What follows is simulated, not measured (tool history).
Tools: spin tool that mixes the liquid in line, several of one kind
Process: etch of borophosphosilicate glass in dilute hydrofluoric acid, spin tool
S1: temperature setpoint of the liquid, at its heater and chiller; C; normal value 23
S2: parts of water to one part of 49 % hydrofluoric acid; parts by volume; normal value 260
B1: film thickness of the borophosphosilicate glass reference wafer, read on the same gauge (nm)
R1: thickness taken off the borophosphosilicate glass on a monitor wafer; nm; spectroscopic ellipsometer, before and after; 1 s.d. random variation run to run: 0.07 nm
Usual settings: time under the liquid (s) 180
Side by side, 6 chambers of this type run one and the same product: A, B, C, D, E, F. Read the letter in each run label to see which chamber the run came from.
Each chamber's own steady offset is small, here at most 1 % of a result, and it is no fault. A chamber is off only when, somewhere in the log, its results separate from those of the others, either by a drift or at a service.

{"day": 0.133, "done": "chamber E: hydrofluoric acid flow meter replaced"}
{"run": "1E", "day": 0.408, "S1": 23, "S2": 260, "time under the liquid (s)": 180, "B1": 69.972, "R1": 14.777}
{"run": "2A", "day": 0.762, "S1": 23, "S2": 260, "time under the liquid (s)": 180, "B1": 70.01, "R1": 14.943}
{"run": "3D", "day": 1.275, "S1": 23, "S2": 260, "time under the liquid (s)": 180, "B1": 70.013, "R1": 14.798}
{"run": "4C", "day": 1.762, "S1": 23, "S2": 260, "time under the liquid (s)": 180, "B1": 70.011, "R1": 14.904}
{"run": "5F", "day": 2.142, "S1": 23, "S2": 260, "time under the liquid (s)": 180, "B1": 69.99, "R1": 15.07}
{"run": "6B", "day": 2.529, "S1": 23, "S2": 260, "time under the liquid (s)": 180, "B1": 69.993, "R1": 15.01}
{"run": "7B", "day": 2.862, "S1": 23, "S2": 260, "time under the liquid (s)": 180, "B1": 69.999, "R1": 15.03}
{"run": "8E", "day": 3.212, "S1": 23, "S2": 345, "time under the liquid (s)": 105, "B1": 70.003, "R1": 6.0369}
{"run": "9D", "day": 3.442, "S1": 23, "S2": 345, "time under the liquid (s)": 105, "B1": 69.997, "R1": 6.0293}
{"run": "10A", "day": 3.942, "S1": 23, "S2": 345, "time under the liquid (s)": 105, "B1": 69.966, "R1": 6.1389}
{"run": "11F", "day": 4.167, "S1": 23, "S2": 345, "time under the liquid (s)": 105, "B1": 70.017, "R1": 6.1198}
{"run": "12C", "day": 4.554, "S1": 23, "S2": 345, "time under the liquid (s)": 105, "B1": 69.998, "R1": 6.0372}
{"run": "13C", "day": 4.925, "S1": 23, "S2": 345, "time under the liquid (s)": 105, "B1": 70.011, "R1": 6.0795}
{"run": "14E", "day": 5.438, "S1": 23, "S2": 260, "time under the liquid (s)": 180, "B1": 70.003, "R1": 14.818}
{"run": "15F", "day": 5.817, "S1": 23, "S2": 260, "time under the liquid (s)": 180, "B1": 69.998, "R1": 14.887}
{"run": "16D", "day": 6.217, "S1": 23, "S2": 260, "time under the liquid (s)": 180, "B1": 69.977, "R1": 14.917}
{"run": "17A", "day": 6.529, "S1": 23, "S2": 360, "time under the liquid (s)": 105, "B1": 69.995, "R1": 5.8827}
{"day": 6.742, "done": "chamber C: hydrofluoric acid flow meter replaced"}
{"run": "18B", "day": 6.954, "S1": 23, "S2": 360, "time under the liquid (s)": 105, "B1": 70.026, "R1": 5.744}
{"run": "19C", "day": 7.346, "S1": 23, "S2": 360, "time under the liquid (s)": 105, "B1": 69.975, "R1": 5.7125}
{"run": "20E", "day": 7.629, "S1": 23, "S2": 360, "time under the liquid (s)": 105, "B1": 69.983, "R1": 5.6583}
{"run": "21F", "day": 7.912, "S1": 23, "S2": 360, "time under the liquid (s)": 105, "B1": 69.991, "R1": 5.7654}
{"run": "22B", "day": 8.429, "S1": 23, "S2": 360, "time under the liquid (s)": 105, "B1": 69.974, "R1": 5.7761}
{"run": "23A", "day": 8.758, "S1": 23, "S2": 260, "time under the liquid (s)": 180, "B1": 70.017, "R1": 15.534}
{"run": "24D", "day": 9.212, "S1": 23, "S2": 345, "time under the liquid (s)": 285, "B1": 69.966, "R1": 16.553}
{"run": "25B", "day": 9.708, "S1": 23, "S2": 345, "time under the liquid (s)": 285, "B1": 69.986, "R1": 16.459}
{"run": "26F", "day": 9.983, "S1": 23, "S2": 345, "time under the liquid (s)": 285, "B1": 69.985, "R1": 16.524}
{"run": "27A", "day": 10.312, "S1": 23, "S2": 345, "time under the liquid (s)": 285, "B1": 70.016, "R1": 16.996}
{"run": "28C", "day": 10.775, "S1": 23, "S2": 345, "time under the liquid (s)": 285, "B1": 70.018, "R1": 16.32}
{"run": "29E", "day": 11.15, "S1": 23, "S2": 345, "time under the liquid (s)": 285, "B1": 70.006, "R1": 16.229}
{"run": "30D", "day": 11.542, "S1": 23, "S2": 260, "time under the liquid (s)": 180, "B1": 70.003, "R1": 15.044}
{"run": "31D", "day": 11.942, "S1": 23, "S2": 260, "time under the liquid (s)": 180, "B1": 70, "R1": 14.887}
{"run": "32C", "day": 12.225, "S1": 23, "S2": 260, "time under the liquid (s)": 180, "B1": 70, "R1": 14.858}
{"run": "33A", "day": 12.488, "S1": 23, "S2": 260, "time under the liquid (s)": 180, "B1": 69.995, "R1": 15.742}
{"run": "34B", "day": 12.858, "S1": 23, "S2": 260, "time under the liquid (s)": 180, "B1": 70, "R1": 14.981}
{"run": "35E", "day": 13.104, "S1": 23, "S2": 260, "time under the liquid (s)": 180, "B1": 69.995, "R1": 14.667}
{"run": "36F", "day": 13.354, "S1": 23, "S2": 260, "time under the liquid (s)": 180, "B1": 69.987, "R1": 15.12}

Predict what each chamber gives when all 6 of them run the settings below next.
{"run": "37A", "day": 13.729, "S1": 23, "S2": 260, "time under the liquid (s)": 180, "R1": "?"}
{"run": "37B", "day": 13.729, "S1": 23, "S2": 260, "time under the liquid (s)": 180, "R1": "?"}
{"run": "37C", "day": 13.729, "S1": 23, "S2": 260, "time under the liquid (s)": 180, "R1": "?"}
{"run": "37D", "day": 13.729, "S1": 23, "S2": 260, "time under the liquid (s)": 180, "R1": "?"}
{"run": "37E", "day": 13.729, "S1": 23, "S2": 260, "time under the liquid (s)": 180, "R1": "?"}
{"run": "37F", "day": 13.729, "S1": 23, "S2": 260, "time under the liquid (s)": 180, "R1": "?"}

run=37A R1=15.678
run=37B R1=14.956
run=37C R1=14.872
run=37D R1=15.041
run=37E R1=14.79
run=37F R1=14.962
